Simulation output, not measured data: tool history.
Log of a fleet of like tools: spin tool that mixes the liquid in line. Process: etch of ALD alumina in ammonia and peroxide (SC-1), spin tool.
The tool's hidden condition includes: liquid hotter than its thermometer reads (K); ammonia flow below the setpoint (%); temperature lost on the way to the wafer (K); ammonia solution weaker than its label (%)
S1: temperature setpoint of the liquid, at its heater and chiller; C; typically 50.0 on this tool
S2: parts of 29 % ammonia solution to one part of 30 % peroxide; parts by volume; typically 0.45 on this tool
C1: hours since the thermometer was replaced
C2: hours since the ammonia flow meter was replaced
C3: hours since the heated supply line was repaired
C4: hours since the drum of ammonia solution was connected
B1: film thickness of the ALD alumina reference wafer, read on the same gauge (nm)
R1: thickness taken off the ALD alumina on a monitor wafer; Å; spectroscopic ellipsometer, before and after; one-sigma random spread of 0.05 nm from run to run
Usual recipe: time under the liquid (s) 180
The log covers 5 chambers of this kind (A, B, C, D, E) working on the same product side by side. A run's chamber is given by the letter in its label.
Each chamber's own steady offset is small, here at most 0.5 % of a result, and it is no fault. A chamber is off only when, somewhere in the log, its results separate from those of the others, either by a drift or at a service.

run 1A day=0.204 | S1=50.0 S2=0.45 time_under_the_liquid_(s)=180 | C1=54.1 C2=498.3 C3=503.6 C4=292.3 | B1=39.988 | R1=79.881
run 2E day=0.421 | S1=50.0 S2=0.45 time_under_the_liquid_(s)=180 | C1=683.2 C2=266.5 C3=2110.2 C4=226.3 | B1=40.004 | R1=79.711
run 3D day=0.600 | S1=50.0 S2=0.45 time_under_the_liquid_(s)=180 | C1=1082.7 C2=168.9 C3=2970.3 C4=144.0 | B1=39.993 | R1=78.379
-- day=0.658 chamber B: new drum of ammonia solution connected
run 4C day=0.833 | S1=50.0 S2=0.45 time_under_the_liquid_(s)=180 | C1=1383.7 C2=683.0 C3=1168.8 C4=446.9 | B1=39.987 | R1=79.013
run 5B day=1.138 | S1=50.0 S2=0.45 time_under_the_liquid_(s)=180 | C1=737.0 C2=1148.5 C3=2416.8 C4=11.5 | B1=40.000 | R1=78.836
run 6A day=1.354 | S1=50.0 S2=0.45 time_under_the_liquid_(s)=180 | C1=81.7 C2=525.9 C3=531.2 C4=319.9 | B1=39.987 | R1=80.021
run 7D day=1.625 | S1=50.0 S2=0.45 time_under_the_liquid_(s)=180 | C1=1107.3 C2=193.5 C3=2994.9 C4=168.6 | B1=40.001 | R1=79.676
run 8B day=1.871 | S1=50.0 S2=0.45 time_under_the_liquid_(s)=180 | C1=754.6 C2=1166.1 C3=2434.4 C4=29.1 | B1=40.009 | R1=78.759
run 9C day=2.017 | S1=50.0 S2=0.45 time_under_the_liquid_(s)=180 | C1=1412.1 C2=711.4 C3=1197.2 C4=475.3 | B1=40.005 | R1=78.599
run 10E day=2.296 | S1=50.0 S2=0.45 time_under_the_liquid_(s)=180 | C1=728.2 C2=311.5 C3=2155.2 C4=271.3 | B1=40.003 | R1=78.823
run 11E day=2.546 | S1=50.0 S2=0.45 time_under_the_liquid_(s)=180 | C1=734.2 C2=317.5 C3=2161.2 C4=277.3 | B1=39.996 | R1=79.201
run 12A day=2.725 | S1=50.0 S2=0.45 time_under_the_liquid_(s)=180 | C1=114.6 C2=558.8 C3=564.1 C4=352.8 | B1=40.015 | R1=78.899
run 13B day=2.900 | S1=50.0 S2=0.45 time_under_the_liquid_(s)=180 | C1=779.3 C2=1190.8 C3=2459.1 C4=53.8 | B1=39.980 | R1=79.906
run 14C day=3.071 | S1=50.0 S2=0.45 time_under_the_liquid_(s)=180 | C1=1437.4 C2=736.7 C3=1222.5 C4=500.6 | B1=40.003 | R1=77.660
run 15D day=3.396 | S1=50.0 S2=0.45 time_under_the_liquid_(s)=180 | C1=1149.8 C2=236.0 C3=3037.4 C4=211.1 | B1=39.994 | R1=79.302
run 16B day=3.679 | S1=50.0 S2=0.45 time_under_the_liquid_(s)=180 | C1=798.0 C2=1209.5 C3=2477.8 C4=72.5 | B1=39.992 | R1=78.048
run 17A day=3.904 | S1=50.0 S2=0.45 time_under_the_liquid_(s)=180 | C1=142.9 C2=587.1 C3=592.4 C4=381.1 | B1=40.009 | R1=77.100
run 18C day=4.146 | S1=50.0 S2=0.30 time_under_the_liquid_(s)=280 | C1=1463.2 C2=762.5 C3=1248.3 C4=526.4 | B1=39.986 | R1=118.800
run 19E day=4.392 | S1=50.0 S2=0.30 time_under_the_liquid_(s)=280 | C1=778.5 C2=361.8 C3=2205.5 C4=321.6 | B1=40.006 | R1=118.490
-- day=4.475 chamber C: ammonia flow meter replaced
run 20D day=4.542 | S1=50.0 S2=0.30 time_under_the_liquid_(s)=280 | C1=1177.3 C2=263.5 C3=3064.9 C4=238.6 | B1=40.014 | R1=116.820
-- day=4.612 chamber B: ammonia flow meter replaced
run 21A day=4.792 | S1=50.0 S2=0.30 time_under_the_liquid_(s)=280 | C1=164.2 C2=608.4 C3=613.7 C4=402.4 | B1=40.011 | R1=115.630
run 22E day=4.938 | S1=50.0 S2=0.30 time_under_the_liquid_(s)=280 | C1=791.6 C2=374.9 C3=2218.6 C4=334.7 | B1=39.992 | R1=117.800
run 23B day=5.246 | S1=50.0 S2=0.45 time_under_the_liquid_(s)=180 | C1=835.6 C2=15.2 C3=2515.4 C4=110.1 | B1=40.015 | R1=78.988
run 24D day=5.442 | S1=50.0 S2=0.45 time_under_the_liquid_(s)=180 | C1=1198.9 C2=285.1 C3=3086.5 C4=260.2 | B1=39.992 | R1=78.746
run 25C day=5.754 | S1=50.0 S2=0.45 time_under_the_liquid_(s)=180 | C1=1501.8 C2=30.7 C3=1286.9 C4=565.0 | B1=39.997 | R1=78.206
run 26D day=5.975 | S1=50.0 S2=0.45 time_under_the_liquid_(s)=180 | C1=1211.7 C2=297.9 C3=3099.3 C4=273.0 | B1=39.994 | R1=78.421
run 27C day=6.138 | S1=50.0 S2=0.45 time_under_the_liquid_(s)=180 | C1=1511.0 C2=39.9 C3=1296.1 C4=574.2 | B1=39.997 | R1=78.213
-- day=6.233 chamber C: new drum of ammonia solution connected
run 28A day=6.396 | S1=50.0 S2=0.45 time_under_the_liquid_(s)=180 | C1=202.7 C2=646.9 C3=652.2 C4=440.9 | B1=39.996 | R1=75.641
run 29E day=6.696 | S1=50.0 S2=0.45 time_under_the_liquid_(s)=180 | C1=833.8 C2=417.1 C3=2260.8 C4=376.9 | B1=40.023 | R1=78.984
run 30B day=6.917 | S1=44.5 S2=0.45 time_under_the_liquid_(s)=240 | C1=875.7 C2=55.3 C3=2555.5 C4=150.2 | B1=40.011 | R1=76.402
-- day=7.021 chamber C: thermometer replaced
run 31D day=7.179 | S1=44.5 S2=0.45 time_under_the_liquid_(s)=240 | C1=1240.6 C2=326.8 C3=3128.2 C4=301.9 | B1=40.011 | R1=76.635
run 32C day=7.350 | S1=44.5 S2=0.45 time_under_the_liquid_(s)=240 | C1=7.9 C2=69.0 C3=1325.2 C4=26.9 | B1=39.997 | R1=77.042
-- day=7.371 chamber E: ammonia flow meter replaced
run 33B day=7.554 | S1=44.5 S2=0.45 time_under_the_liquid_(s)=240 | C1=891.0 C2=70.6 C3=2570.8 C4=165.5 | B1=39.999 | R1=76.903
run 34A day=7.846 | S1=44.5 S2=0.45 time_under_the_liquid_(s)=240 | C1=237.5 C2=681.7 C3=687.0 C4=475.7 | B1=40.008 | R1=73.285
-- day=7.900 chamber D: thermometer replaced
run 35E day=7.988 | S1=50.0 S2=0.45 time_under_the_liquid_(s)=180 | C1=864.8 C2=14.8 C3=2291.8 C4=407.9 | B1=39.982 | R1=79.447
run 36D day=8.129 | S1=50.0 S2=0.45 time_under_the_liquid_(s)=180 | C1=5.6 C2=349.6 C3=3151.0 C4=324.7 | B1=40.008 | R1=78.672
run 37C day=8.450 | S1=43.5 S2=0.45 time_under_the_liquid_(s)=180 | C1=34.3 C2=95.4 C3=1351.6 C4=53.3 | B1=39.973 | R1=54.804
run 38E day=8.650 | S1=43.5 S2=0.45 time_under_the_liquid_(s)=180 | C1=880.7 C2=30.7 C3=2307.7 C4=423.8 | B1=40.004 | R1=55.022
run 39B day=8.912 | S1=43.5 S2=0.45 time_under_the_liquid_(s)=180 | C1=923.6 C2=103.2 C3=2603.4 C4=198.1 | B1=40.008 | R1=54.465
run 40A day=9.229 | S1=43.5 S2=0.45 time_under_the_liquid_(s)=180 | C1=270.7 C2=714.9 C3=720.2 C4=508.9 | B1=39.996 | R1=52.081

Next, all 5 chambers run the settings below, one line each with question marks for the results. What does each chamber give?
run 41A day=9.458 | S1=50.0 S2=0.45 time_under_the_liquid_(s)=120 | R1=?
run 41B day=9.458 | S1=50.0 S2=0.45 time_under_the_liquid_(s)=120 | R1=?
run 41C day=9.458 | S1=50.0 S2=0.45 time_under_the_liquid_(s)=120 | R1=?
run 41D day=9.458 | S1=50.0 S2=0.45 time_under_the_liquid_(s)=120 | R1=?
run 41E day=9.458 | S1=50.0 S2=0.45 time_under_the_liquid_(s)=120 | R1=?

run=41A R1=49.116
run=41B R1=52.559
run=41C R1=52.869
run=41D R1=52.133
run=41E R1=53.034

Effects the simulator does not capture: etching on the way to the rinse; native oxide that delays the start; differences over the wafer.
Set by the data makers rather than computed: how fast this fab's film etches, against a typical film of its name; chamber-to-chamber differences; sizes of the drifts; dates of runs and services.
